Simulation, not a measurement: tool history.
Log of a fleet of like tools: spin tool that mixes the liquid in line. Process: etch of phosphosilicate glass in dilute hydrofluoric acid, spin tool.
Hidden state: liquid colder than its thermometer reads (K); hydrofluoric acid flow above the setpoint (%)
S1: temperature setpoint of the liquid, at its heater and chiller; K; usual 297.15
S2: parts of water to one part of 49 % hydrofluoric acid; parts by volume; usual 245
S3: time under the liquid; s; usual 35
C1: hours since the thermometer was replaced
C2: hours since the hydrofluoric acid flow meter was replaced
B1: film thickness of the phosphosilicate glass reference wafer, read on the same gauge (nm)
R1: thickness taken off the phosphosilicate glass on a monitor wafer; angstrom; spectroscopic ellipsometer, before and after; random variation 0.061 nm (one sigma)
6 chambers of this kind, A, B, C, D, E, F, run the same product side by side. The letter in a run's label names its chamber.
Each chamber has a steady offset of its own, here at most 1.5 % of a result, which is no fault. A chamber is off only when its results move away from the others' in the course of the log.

run,hour,S1,S2,S3,C1,C2,B1,R1
1C,5.6,297.15,245,35,1937.8,483.5,129.99,92.78
2A,11.8,297.15,245,35,1050.4,443.5,130.03,91.899
3D,16.9,297.15,245,35,774.2,1258.9,129.99,90.915
4B,20,297.15,245,35,736.5,736.5,130,92.252
5E,25.3,297.15,245,35,484.9,477.3,130,91.374
6F,31,297.15,245,35,128.9,1421,130.01,93.448
7D,36.8,301.15,245,35,794.1,1278.8,129.97,104.91
8C,42,301.15,245,35,1974.2,519.9,130,106.33
9E,45.1,301.15,245,35,504.7,497.1,129.96,106.42
10F,50,301.15,245,35,147.9,1440,130.02,107.68
11B,55.6,301.15,245,35,772.1,772.1,130.04,108.55
12A,61.8,301.15,245,35,1100.4,493.5,129.98,106.88
13A,65.5,297.15,245,35,1104.1,497.2,129.99,92.11
14C,68.9,297.15,245,35,2001.1,546.8,130,92.716
15D,75,297.15,245,35,832.3,1317,130.01,91.42
16F,80.9,297.15,245,35,178.8,1470.9,130,93.772
17E,85.6,297.15,245,35,545.2,537.6,129.96,91.558
18B,89.3,297.15,245,35,805.8,805.8,130.02,95.235
19F,92.6,297.15,245,35,190.5,1482.6,130.01,93.711
20D,96.3,297.15,245,35,853.6,1338.3,130.03,92.186
21B,99.1,297.15,245,35,815.6,815.6,129.99,95.988
22E,103.9,297.15,245,35,563.5,555.9,130.01,91.338
23A,107.3,297.15,300,25,1145.9,539,130.03,50.85
24C,112.6,297.15,300,25,2044.8,590.5,130.01,51.148
25F,118.8,297.15,300,25,216.7,1508.8,129.99,52.065
26D,125.1,297.15,300,25,882.4,1367.1,129.99,51.171
27C,129.4,297.15,300,25,2061.6,607.3,129.99,51.752
28B,134.6,297.15,300,25,851.1,851.1,130.03,54.487
29E,138.3,301.65,245,25,597.9,590.3,129.99,77.82
30A,142.1,301.65,245,25,1180.7,573.8,130.01,77.108
31A,148,301.65,245,25,1186.6,579.7,129.98,78.409
32E,152.7,301.65,245,25,612.3,604.7,130.01,77.774
33B,157.8,301.65,245,25,874.3,874.3,129.98,83.171
34F,160.6,301.65,245,25,258.5,1550.6,129.98,78.023
35D,166.6,293.65,245,50,923.9,1408.6,129.99,115.36
36C,171.3,293.65,245,50,2103.5,649.2,129.98,116.29

All 6 chambers run these settings next. Forecast each chamber's results:
37A,175.9,301.15,245,35,,,,?
37B,175.9,301.15,245,35,,,,?
37C,175.9,301.15,245,35,,,,?
37D,175.9,301.15,245,35,,,,?
37E,175.9,301.15,245,35,,,,?
37F,175.9,301.15,245,35,,,,?

run,R1
37A,106.39
37B,114.22
37C,108.17
37D,105.41
37E,105.53
37F,108.71
